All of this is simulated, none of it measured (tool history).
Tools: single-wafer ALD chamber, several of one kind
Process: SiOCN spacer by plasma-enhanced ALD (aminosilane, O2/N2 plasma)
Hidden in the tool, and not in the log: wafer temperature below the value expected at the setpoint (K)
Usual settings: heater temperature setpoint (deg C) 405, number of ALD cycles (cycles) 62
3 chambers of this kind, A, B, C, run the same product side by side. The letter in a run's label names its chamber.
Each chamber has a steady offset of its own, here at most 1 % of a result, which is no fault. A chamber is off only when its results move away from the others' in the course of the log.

| run | hour | heater temperature setpoint (deg C) | number of ALD cycles (cycles) | hours since the last thermocouple change | read-back reference wafer on the same gauge, thickness_nm | mean film thickness on the monitor wafer (angstrom) |
|---|---|---|---|---|---|---|
| 1A | 13.6 | 405 | 62 | 279.4 | 3.591 | 36.615 |
| 2C | 22.7 | 405 | 62 | 948.8 | 3.5883 | 36.847 |
| 3B | 33.9 | 405 | 62 | 751.9 | 3.5889 | 36.964 |
| 4A | 48.3 | 405 | 62 | 314.1 | 3.5897 | 36.49 |
| 5C | 55.6 | 405 | 54 | 981.7 | 3.5917 | 32.117 |
| 6B | 63.6 | 405 | 54 | 781.6 | 3.589 | 32.184 |
| 7A | 70.5 | 405 | 54 | 336.3 | 3.5891 | 31.962 |
| 8B | 81 | 405 | 62 | 799 | 3.5909 | 37.038 |
| 9C | 94.8 | 405 | 62 | 1020.9 | 3.59 | 36.965 |
| 10A | 104 | 405 | 62 | 369.8 | 3.5898 | 36.771 |
| 11B | 110.4 | 405 | 62 | 828.4 | 3.5867 | 37.036 |
| 12C | 119 | 405 | 62 | 1045.1 | 3.5899 | 36.758 |
| 13B | 132.7 | 405 | 62 | 850.7 | 3.5893 | 36.932 |
| 14C | 142.4 | 405 | 62 | 1068.5 | 3.589 | 37.14 |
| 15A | 154.2 | 405 | 62 | 420 | 3.5918 | 36.559 |
| 16B | 164.5 | 405 | 62 | 882.5 | 3.5913 | 36.827 |
| 17C | 172.9 | 393 | 72 | 1099 | 3.5915 | 43.293 |
| 18A | 186.8 | 393 | 72 | 452.6 | 3.5903 | 43.169 |
| 19A | 195.7 | 393 | 72 | 461.5 | 3.5887 | 43.074 |
| 20C | 206.5 | 405 | 62 | 1132.6 | 3.5888 | 37.39 |
| 21B | 213.6 | 405 | 62 | 931.6 | 3.5908 | 36.817 |
| 22A | 220.4 | 405 | 62 | 486.2 | 3.5882 | 36.618 |
| 23C | 231.6 | 405 | 62 | 1157.7 | 3.5889 | 37.316 |
| 24B | 237.9 | 405 | 62 | 955.9 | 3.5891 | 37.003 |

Is one chamber off against the others, does the gauge drift, or is nothing wrong? If a chamber is off, say which, and what the likeliest cause is.

Chamber C drifts away from the others.
Cause: wafer temperature below the value expected at the setpoint (K) = 5.12.

Here are 4 candidates for chamber C's next run, each the usual settings with a change, their results left as question marks. Which one brings its results back in line with what the others give on the usual settings?
In line means no further than this from the other chambers' mean on the usual settings: mean film thickness on the monitor wafer (angstrom) 0.36
| 25C-1 | 248.3 | 405 | 64 |  |  | ? |
| 25C-2 | 248.3 | 405 | 61 |  |  | ? |
| 25C-3 | 248.3 | 405 | 63 |  |  | ? |
| 25C-4 | 248.3 | 405 | 60 |  |  | ? |

The other chambers' mean on the usual settings: mean film thickness on the monitor wafer (angstrom) 36.803
| run | mean film thickness on the monitor wafer (angstrom) |
|---|---|
| 25C-1 | 38.61 |
| 25C-2 | 36.801 |
| 25C-3 | 38.007 |
| 25C-4 | 36.197 |
25C-2 brings the chamber back in line.

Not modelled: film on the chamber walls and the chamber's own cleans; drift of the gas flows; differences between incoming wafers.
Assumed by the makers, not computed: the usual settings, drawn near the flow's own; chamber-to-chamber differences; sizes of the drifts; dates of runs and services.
